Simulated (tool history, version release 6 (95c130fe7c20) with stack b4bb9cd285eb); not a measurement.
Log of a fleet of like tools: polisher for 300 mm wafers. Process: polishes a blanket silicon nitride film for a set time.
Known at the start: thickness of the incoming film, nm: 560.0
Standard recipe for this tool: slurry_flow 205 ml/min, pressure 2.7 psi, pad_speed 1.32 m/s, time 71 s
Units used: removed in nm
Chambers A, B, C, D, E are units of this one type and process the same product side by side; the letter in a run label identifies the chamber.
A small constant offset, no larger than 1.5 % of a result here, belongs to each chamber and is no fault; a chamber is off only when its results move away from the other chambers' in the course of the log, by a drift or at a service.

run	hour	slurry_flow	pressure	pad_speed	time	removed
1A	7.1	205	2.7	1.32	71	130.190
2E	14.4	205	2.7	1.32	71	132.930
3D	22.7	205	2.7	1.32	71	128.440
# hour 24.7: chamber D: worn pad replaced by a new one
# hour 31.7: chamber E: worn pad replaced by a new one
4B	34.4	205	2.7	1.32	71	132.030
5C	41.7	205	2.7	1.32	71	136.320
# hour 43.6: chamber A: worn pad replaced by a new one
# hour 45.9: chamber B: worn pad replaced by a new one
6C	49.8	205	2.7	1.32	71	135.030
7E	58.5	205	2.7	1.32	71	133.700
# hour 63.2: chamber C: worn pad replaced by a new one
# hour 65.4: chamber D: head pressure recalibrated
8B	68.0	170	2.7	1.32	71	131.790
9A	75.9	170	2.7	1.32	71	128.700
10D	85.9	170	2.7	1.32	71	127.790
# hour 89.8: chamber D: worn pad replaced by a new one
11B	94.7	170	2.7	1.32	71	130.920
12E	105.6	170	2.7	1.32	71	127.930
13A	117.1	205	2.7	1.32	71	131.790
# hour 121.1: chamber A: worn pad replaced by a new one
14D	123.8	205	2.7	1.32	71	132.280
# hour 124.4: chamber C: worn pad replaced by a new one
# hour 124.8: chamber B: worn pad replaced by a new one
15C	130.2	205	2.7	1.32	71	135.290
16A	136.8	205	2.7	1.32	71	131.020
17B	146.2	205	2.7	1.32	71	133.800
# hour 149.6: chamber E: worn pad replaced by a new one
18D	157.7	205	2.7	1.32	71	128.960
19E	164.4	205	2.7	1.32	71	133.440
# hour 165.3: chamber D: worn pad replaced by a new one
20C	170.5	205	2.7	1.32	71	133.260
21E	179.9	205	2.4	1.32	71	116.700
# hour 184.3: chamber E: head pressure recalibrated
# hour 186.7: chamber A: worn pad replaced by a new one
# hour 186.8: chamber C: worn pad replaced by a new one
22C	187.5	205	2.4	1.32	71	118.670
23A	194.2	205	2.4	1.32	71	117.970
24B	201.5	205	2.4	1.32	71	116.270
# hour 205.3: chamber B: worn pad replaced by a new one
# hour 210.4: chamber B: head pressure recalibrated
25D	213.2	205	2.4	1.32	71	117.470
# hour 216.4: chamber C: slurry nozzle cleaned
26A	223.6	205	2.7	1.32	71	133.960
# hour 224.8: chamber D: worn pad replaced by a new one
27C	232.0	205	2.7	1.32	71	135.490
28D	242.4	205	2.7	1.32	52	98.222
# hour 250.6: chamber A: worn pad replaced by a new one
29B	253.5	205	2.7	1.32	52	108.280
# hour 256.7: chamber E: worn pad replaced by a new one
30E	264.1	205	2.7	1.32	52	97.169
# hour 265.2: chamber C: worn pad replaced by a new one
# hour 269.6: chamber B: worn pad replaced by a new one
31E	273.3	205	2.7	1.32	52	95.600
32D	285.4	205	2.7	1.32	52	96.786
# hour 285.8: chamber D: worn pad replaced by a new one
33A	291.6	205	2.7	1.32	71	131.810
34C	301.5	205	2.7	1.32	71	134.480
35B	311.4	205	2.7	0.98	71	117.410
36E	322.0	205	2.7	0.98	71	105.270
37B	332.6	205	2.7	0.98	71	117.970
38D	343.4	205	2.7	0.98	71	102.210

Read the log: is a single chamber off, either drifting away or since a service, is the gauge that measures every chamber drifting, or is nothing wrong beyond small per-chamber offsets? Name any odd chamber and what most likely caused it.

A service on chamber B put it out of line with the rest.
What lies behind it: head's pressure above its setpoint, % = 11.8.

Here are 4 candidates for chamber B's next run, each the usual settings with a change, their results left as question marks. Which one brings its results back in line with what the others give on the usual settings?
Counts as in line when no further than this from what the other chambers average on the usual settings: removed 4.700 nm
39B-1	352.7	205	2.7	1.24	66	?
39B-2	352.7	205	2.9	1.40	76	?
39B-3	352.7	200	2.7	1.32	59	?
39B-4	352.7	205	2.8	1.36	74	?

Mean of the other chambers on the usual settings: removed 132.440 nm
run	removed
39B-1	130.580
39B-2	177.980
39B-3	122.280
39B-4	163.450
Change 39B-1 lands the chamber within the allowed miss of the other chambers.
